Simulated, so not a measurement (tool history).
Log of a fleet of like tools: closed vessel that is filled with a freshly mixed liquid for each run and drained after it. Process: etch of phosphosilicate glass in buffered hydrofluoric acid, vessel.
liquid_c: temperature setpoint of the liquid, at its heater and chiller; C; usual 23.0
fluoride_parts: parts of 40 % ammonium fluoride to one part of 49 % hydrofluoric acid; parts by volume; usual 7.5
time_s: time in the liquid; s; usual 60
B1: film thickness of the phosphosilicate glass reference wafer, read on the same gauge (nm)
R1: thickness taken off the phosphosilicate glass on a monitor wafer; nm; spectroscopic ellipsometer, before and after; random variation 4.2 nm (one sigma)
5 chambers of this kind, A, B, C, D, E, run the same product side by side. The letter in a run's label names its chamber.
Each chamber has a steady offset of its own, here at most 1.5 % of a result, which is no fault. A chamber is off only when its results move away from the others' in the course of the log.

run 1D day=0.212 | liquid_c=23.0 fluoride_parts=7.5 time_s=60 | B1=39.991 | R1=534.03
run 2C day=0.438 | liquid_c=23.0 fluoride_parts=7.5 time_s=60 | B1=39.984 | R1=528.04
run 3A day=0.667 | liquid_c=23.0 fluoride_parts=7.5 time_s=60 | B1=39.995 | R1=530.88
run 4B day=0.833 | liquid_c=23.0 fluoride_parts=7.5 time_s=60 | B1=40.024 | R1=539.81
run 5E day=1.071 | liquid_c=23.0 fluoride_parts=10.0 time_s=60 | B1=39.990 | R1=408.61
run 6D day=1.325 | liquid_c=23.0 fluoride_parts=10.0 time_s=60 | B1=40.003 | R1=413.36
run 7E day=1.462 | liquid_c=23.0 fluoride_parts=10.0 time_s=60 | B1=40.021 | R1=404.87
run 8B day=1.650 | liquid_c=23.0 fluoride_parts=10.0 time_s=60 | B1=39.963 | R1=406.03
run 9C day=1.829 | liquid_c=23.0 fluoride_parts=10.0 time_s=60 | B1=40.014 | R1=411.62
run 10A day=2.008 | liquid_c=23.0 fluoride_parts=8.5 time_s=60 | B1=40.001 | R1=464.60
run 11D day=2.188 | liquid_c=23.0 fluoride_parts=8.5 time_s=60 | B1=40.002 | R1=459.25
run 12B day=2.438 | liquid_c=23.0 fluoride_parts=8.5 time_s=60 | B1=40.000 | R1=470.45
run 13C day=2.717 | liquid_c=23.0 fluoride_parts=8.5 time_s=60 | B1=40.024 | R1=471.05
run 14E day=2.975 | liquid_c=23.0 fluoride_parts=8.5 time_s=60 | B1=39.996 | R1=466.14
run 15A day=3.225 | liquid_c=23.0 fluoride_parts=7.5 time_s=60 | B1=40.009 | R1=527.97
run 16C day=3.500 | liquid_c=23.0 fluoride_parts=7.5 time_s=60 | B1=39.987 | R1=535.73
run 17B day=3.738 | liquid_c=23.0 fluoride_parts=7.5 time_s=60 | B1=39.960 | R1=531.05
run 18D day=3.912 | liquid_c=23.0 fluoride_parts=7.5 time_s=60 | B1=40.033 | R1=540.52
-- day=3.996 chamber D: hydrofluoric acid flow meter replaced
run 19E day=4.071 | liquid_c=23.0 fluoride_parts=7.5 time_s=60 | B1=39.986 | R1=534.46
run 20A day=4.304 | liquid_c=23.0 fluoride_parts=7.5 time_s=60 | B1=40.000 | R1=533.52
run 21D day=4.446 | liquid_c=23.0 fluoride_parts=7.5 time_s=60 | B1=39.995 | R1=531.94
run 22C day=4.588 | liquid_c=23.0 fluoride_parts=7.5 time_s=60 | B1=40.025 | R1=540.18
run 23E day=4.904 | liquid_c=23.0 fluoride_parts=7.5 time_s=60 | B1=39.985 | R1=534.09
run 24A day=5.188 | liquid_c=23.0 fluoride_parts=7.5 time_s=60 | B1=40.010 | R1=530.37
run 25B day=5.488 | liquid_c=25.5 fluoride_parts=7.5 time_s=50 | B1=39.998 | R1=495.17
-- day=5.638 chamber B: hydrofluoric acid flow meter replaced
run 26A day=5.746 | liquid_c=25.5 fluoride_parts=7.5 time_s=50 | B1=40.001 | R1=496.40
run 27C day=5.971 | liquid_c=25.5 fluoride_parts=7.5 time_s=50 | B1=39.988 | R1=508.10
run 28B day=6.279 | liquid_c=25.5 fluoride_parts=7.5 time_s=50 | B1=40.040 | R1=496.54
run 29E day=6.529 | liquid_c=25.5 fluoride_parts=7.5 time_s=50 | B1=39.974 | R1=501.95
run 30D day=6.771 | liquid_c=23.0 fluoride_parts=7.5 time_s=60 | B1=39.979 | R1=529.16
run 31A day=7.029 | liquid_c=23.0 fluoride_parts=7.5 time_s=60 | B1=39.986 | R1=530.51
run 32C day=7.312 | liquid_c=23.0 fluoride_parts=7.5 time_s=85 | B1=39.977 | R1=749.20
run 33B day=7.554 | liquid_c=23.0 fluoride_parts=7.5 time_s=85 | B1=39.996 | R1=713.67
run 34D day=7.796 | liquid_c=23.0 fluoride_parts=7.5 time_s=85 | B1=40.005 | R1=755.18
run 35E day=8.062 | liquid_c=23.0 fluoride_parts=7.5 time_s=85 | B1=39.964 | R1=744.25
run 36D day=8.254 | liquid_c=23.0 fluoride_parts=7.5 time_s=85 | B1=40.000 | R1=763.88
run 37B day=8.475 | liquid_c=23.0 fluoride_parts=7.5 time_s=60 | B1=39.995 | R1=504.61
run 38C day=8.754 | liquid_c=25.5 fluoride_parts=9.5 time_s=60 | B1=40.002 | R1=479.61
run 39A day=9.067 | liquid_c=25.5 fluoride_parts=9.5 time_s=60 | B1=40.006 | R1=483.90
run 40E day=9.275 | liquid_c=25.5 fluoride_parts=9.5 time_s=60 | B1=39.999 | R1=483.54
run 41B day=9.588 | liquid_c=25.5 fluoride_parts=9.5 time_s=60 | B1=39.998 | R1=458.35

All 5 chambers run these settings next. Forecast each chamber's results:
run 42A day=9.812 | liquid_c=23.0 fluoride_parts=7.5 time_s=70 | R1=?
run 42B day=9.812 | liquid_c=23.0 fluoride_parts=7.5 time_s=70 | R1=?
run 42C day=9.812 | liquid_c=23.0 fluoride_parts=7.5 time_s=70 | R1=?
run 42D day=9.812 | liquid_c=23.0 fluoride_parts=7.5 time_s=70 | R1=?
run 42E day=9.812 | liquid_c=23.0 fluoride_parts=7.5 time_s=70 | R1=?

run=42A R1=621.09
run=42B R1=575.37
run=42C R1=618.71
run=42D R1=622.86
run=42E R1=612.94
